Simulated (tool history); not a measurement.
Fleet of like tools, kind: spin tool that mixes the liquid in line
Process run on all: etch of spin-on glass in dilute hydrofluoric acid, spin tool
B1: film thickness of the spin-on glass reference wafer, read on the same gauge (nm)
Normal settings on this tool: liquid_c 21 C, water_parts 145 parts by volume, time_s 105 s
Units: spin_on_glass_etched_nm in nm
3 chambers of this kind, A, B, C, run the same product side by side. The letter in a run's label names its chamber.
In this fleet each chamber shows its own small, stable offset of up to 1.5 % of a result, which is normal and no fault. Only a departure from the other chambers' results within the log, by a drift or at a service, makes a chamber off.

{"run": "1B", "hour": 5.0, "liquid_c": 21, "water_parts": 145, "time_s": 105, "B1": 140.02, "spin_on_glass_etched_nm": 35.549}
{"run": "2A", "hour": 10.5, "liquid_c": 21, "water_parts": 145, "time_s": 105, "B1": 139.99, "spin_on_glass_etched_nm": 35.19}
{"run": "3C", "hour": 13.3, "liquid_c": 21, "water_parts": 145, "time_s": 105, "B1": 139.98, "spin_on_glass_etched_nm": 35.189}
{"run": "4C", "hour": 16.4, "liquid_c": 21, "water_parts": 145, "time_s": 105, "B1": 140.0, "spin_on_glass_etched_nm": 35.281}
{"run": "5A", "hour": 21.6, "liquid_c": 21, "water_parts": 145, "time_s": 105, "B1": 139.99, "spin_on_glass_etched_nm": 34.736}
{"run": "6B", "hour": 27.2, "liquid_c": 21, "water_parts": 145, "time_s": 105, "B1": 140.0, "spin_on_glass_etched_nm": 35.06}
{"run": "7C", "hour": 30.1, "liquid_c": 21, "water_parts": 145, "time_s": 105, "B1": 139.99, "spin_on_glass_etched_nm": 35.205}
{"run": "8A", "hour": 34.0, "liquid_c": 21, "water_parts": 145, "time_s": 105, "B1": 139.99, "spin_on_glass_etched_nm": 34.979}
{"run": "9B", "hour": 37.6, "liquid_c": 21, "water_parts": 145, "time_s": 105, "B1": 140.01, "spin_on_glass_etched_nm": 35.309}
{"run": "10C", "hour": 41.7, "liquid_c": 21, "water_parts": 145, "time_s": 105, "B1": 140.01, "spin_on_glass_etched_nm": 35.03}
{"run": "11A", "hour": 47.0, "liquid_c": 21, "water_parts": 145, "time_s": 105, "B1": 139.99, "spin_on_glass_etched_nm": 34.709}
{"run": "12B", "hour": 51.2, "liquid_c": 21, "water_parts": 145, "time_s": 105, "B1": 139.99, "spin_on_glass_etched_nm": 34.731}
{"run": "13C", "hour": 56.6, "liquid_c": 21, "water_parts": 145, "time_s": 125, "B1": 140.01, "spin_on_glass_etched_nm": 41.886}
{"run": "14B", "hour": 60.3, "liquid_c": 21, "water_parts": 145, "time_s": 125, "B1": 139.99, "spin_on_glass_etched_nm": 41.49}
{"run": "15A", "hour": 65.9, "liquid_c": 21, "water_parts": 145, "time_s": 125, "B1": 139.99, "spin_on_glass_etched_nm": 41.689}
{"run": "16B", "hour": 70.6, "liquid_c": 21, "water_parts": 145, "time_s": 105, "B1": 139.99, "spin_on_glass_etched_nm": 34.974}
{"run": "17C", "hour": 73.4, "liquid_c": 21, "water_parts": 180, "time_s": 105, "B1": 139.99, "spin_on_glass_etched_nm": 27.205}
{"run": "18A", "hour": 76.7, "liquid_c": 21, "water_parts": 180, "time_s": 105, "B1": 140.0, "spin_on_glass_etched_nm": 26.755}
{"run": "19C", "hour": 83.0, "liquid_c": 21, "water_parts": 180, "time_s": 105, "B1": 139.99, "spin_on_glass_etched_nm": 26.8}
{"run": "20B", "hour": 88.4, "liquid_c": 21, "water_parts": 145, "time_s": 105, "B1": 139.99, "spin_on_glass_etched_nm": 34.251}
{"run": "21A", "hour": 93.8, "liquid_c": 21, "water_parts": 145, "time_s": 105, "B1": 140.0, "spin_on_glass_etched_nm": 35.13}
{"run": "22A", "hour": 98.5, "liquid_c": 21, "water_parts": 145, "time_s": 105, "B1": 140.01, "spin_on_glass_etched_nm": 34.494}
{"run": "23C", "hour": 102.8, "liquid_c": 21, "water_parts": 145, "time_s": 105, "B1": 139.98, "spin_on_glass_etched_nm": 34.691}
{"run": "24B", "hour": 107.3, "liquid_c": 21, "water_parts": 145, "time_s": 105, "B1": 140.0, "spin_on_glass_etched_nm": 34.681}
{"run": "25B", "hour": 111.7, "liquid_c": 21, "water_parts": 145, "time_s": 75, "B1": 139.98, "spin_on_glass_etched_nm": 25.113}
{"run": "26C", "hour": 116.2, "liquid_c": 21, "water_parts": 145, "time_s": 75, "B1": 139.98, "spin_on_glass_etched_nm": 24.924}
{"run": "27A", "hour": 119.0, "liquid_c": 21, "water_parts": 145, "time_s": 75, "B1": 140.0, "spin_on_glass_etched_nm": 25.213}
{"run": "28B", "hour": 125.2, "liquid_c": 21, "water_parts": 145, "time_s": 105, "B1": 140.0, "spin_on_glass_etched_nm": 34.541}
{"run": "29C", "hour": 128.4, "liquid_c": 21, "water_parts": 145, "time_s": 105, "B1": 140.01, "spin_on_glass_etched_nm": 35.31}
{"hour": 132.1, "done": "chamber A: hydrofluoric acid flow meter replaced"}
{"run": "30A", "hour": 133.6, "liquid_c": 19, "water_parts": 180, "time_s": 105, "B1": 139.98, "spin_on_glass_etched_nm": 25.062}
{"run": "31B", "hour": 137.5, "liquid_c": 19, "water_parts": 180, "time_s": 105, "B1": 140.01, "spin_on_glass_etched_nm": 25.129}

One chamber off, gauge drift, or nothing amiss beyond the chambers' own small offsets? If it is a chamber, which one, and what is the likeliest cause?

Neither any chamber nor the gauge drifts; the chambers differ only by their own small, steady offsets.
